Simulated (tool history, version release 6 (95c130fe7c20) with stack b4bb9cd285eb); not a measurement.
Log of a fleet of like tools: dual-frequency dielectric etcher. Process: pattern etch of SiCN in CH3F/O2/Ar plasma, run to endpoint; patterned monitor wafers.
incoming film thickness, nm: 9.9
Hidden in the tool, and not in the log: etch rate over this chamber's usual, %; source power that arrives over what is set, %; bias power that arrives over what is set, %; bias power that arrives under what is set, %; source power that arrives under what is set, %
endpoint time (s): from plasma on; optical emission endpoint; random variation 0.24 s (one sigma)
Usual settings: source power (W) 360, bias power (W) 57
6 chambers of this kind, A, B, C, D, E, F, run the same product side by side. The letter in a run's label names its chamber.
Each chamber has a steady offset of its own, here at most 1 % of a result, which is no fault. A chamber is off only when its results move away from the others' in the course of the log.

| run | hour | source power (W) | bias power (W) | hours since the last wet clean | hours since the last source power generator calibration | hours since the last bias power generator calibration | endpoint time (s) |
|---|---|---|---|---|---|---|---|
| 1A | 3.4 | 360 | 57 | 296.2 | 815.8 | 1920.3 | 29.584 |
| 2D | 8.2 | 360 | 57 | 29.9 | 2292.0 | 1696.8 | 29.311 |
| 3C | 13.4 | 360 | 57 | 162.1 | 1580.9 | 2158.9 | 29.377 |
| 4E | 19.9 | 360 | 57 | 372.4 | 1654.3 | 38.7 | 30.241 |
| 5B | 24.2 | 360 | 57 | 60.3 | 4035.9 | 1152.0 | 30.033 |
| 6F | 29.4 | 400 | 65 | 145.9 | 2764.2 | 2300.3 | 27.482 |
| 7B | 35.6 | 400 | 65 | 71.7 | 4047.3 | 1163.4 | 27.135 |
| 8A | 40.6 | 400 | 65 | 333.4 | 853.0 | 1957.5 | 27.506 |
| 9C | 44.6 | 400 | 65 | 193.3 | 1612.1 | 2190.1 | 27.212 |
| 10E | 51.0 | 400 | 65 | 403.5 | 1685.4 | 69.8 | 27.150 |
| 11F | 55.3 | 400 | 65 | 171.8 | 2790.1 | 2326.2 | 27.555 |
| 12D | 59.1 | 360 | 57 | 80.8 | 2342.9 | 1747.7 | 29.880 |
| 13A | 63.0 | 360 | 57 | 355.8 | 875.4 | 1979.9 | 29.587 |
| 14E | 69.1 | 360 | 57 | 421.6 | 1703.5 | 87.9 | 29.923 |
| 15F | 72.2 | 320 | 47 | 188.7 | 2807.0 | 2343.1 | 33.362 |
| 16C | 77.3 | 320 | 47 | 226.0 | 1644.8 | 2222.8 | 32.619 |
| 17D | 80.6 | 320 | 47 | 102.3 | 2364.4 | 1769.2 | 32.774 |
| 18B | 84.9 | 320 | 47 | 121.0 | 4096.6 | 1212.7 | 33.050 |
| 19C | 91.2 | 320 | 47 | 239.9 | 1658.7 | 2236.7 | 33.235 |
| 20B | 95.4 | 320 | 47 | 131.5 | 4107.1 | 1223.2 | 33.045 |
| 21A | 100.6 | 280 | 70 | 393.4 | 913.0 | 2017.5 | 30.630 |
| 22E | 104.6 | 280 | 70 | 457.1 | 1739.0 | 123.4 | 30.782 |
| 23D | 109.5 | 280 | 70 | 131.2 | 2393.3 | 1798.1 | 30.134 |
| 24F | 114.5 | 280 | 70 | 231.0 | 2849.3 | 2385.4 | 30.743 |
| 25A | 119.2 | 280 | 70 | 412.0 | 931.6 | 2036.1 | 30.543 |
| 26C | 123.4 | 280 | 70 | 272.1 | 1690.9 | 2268.9 | 30.243 |
| 27F | 126.8 | 360 | 57 | 243.3 | 2861.6 | 2397.7 | 29.947 |
| 28B | 130.1 | 360 | 57 | 166.2 | 4141.8 | 1257.9 | 30.008 |
| 29D | 133.9 | 360 | 57 | 155.6 | 2417.7 | 1822.5 | 29.542 |
| 30E | 137.1 | 360 | 57 | 489.6 | 1771.5 | 155.9 | 30.107 |
| 31E | 140.5 | 360 | 57 | 493.0 | 1774.9 | 159.3 | 29.912 |
| 32B | 145.3 | 360 | 57 | 181.4 | 4157.0 | 1273.1 | 30.072 |
|  | 148.2 | chamber B: source power generator calibrated |
| 33A | 150.1 | 360 | 57 | 442.9 | 962.5 | 2067.0 | 29.949 |
| 34C | 154.9 | 360 | 57 | 303.6 | 1722.4 | 2300.4 | 29.610 |
| 35F | 161.3 | 360 | 57 | 277.8 | 2896.1 | 2432.2 | 30.157 |
| 36D | 166.3 | 360 | 57 | 188.0 | 2450.1 | 1854.9 | 29.642 |
|  | 167.3 | chamber E: wet clean of the chamber |
| 37A | 171.0 | 360 | 57 | 463.8 | 983.4 | 2087.9 | 29.546 |
| 38B | 174.2 | 360 | 57 | 210.3 | 26.0 | 1302.0 | 29.903 |
| 39D | 179.8 | 360 | 57 | 201.5 | 2463.6 | 1868.4 | 29.967 |
| 40F | 183.9 | 360 | 57 | 300.4 | 2918.7 | 2454.8 | 30.107 |
| 41C | 187.8 | 360 | 57 | 336.5 | 1755.3 | 2333.3 | 29.456 |
| 42E | 191.5 | 360 | 45 | 24.2 | 1825.9 | 210.3 | 31.877 |
| 43E | 195.4 | 360 | 45 | 28.1 | 1829.8 | 214.2 | 32.815 |

Is one chamber off against the others, does the gauge drift, or is nothing wrong? If a chamber is off, say which, and what the likeliest cause is.

No chamber stands off beyond its own small offset, and the gauge holds steady.
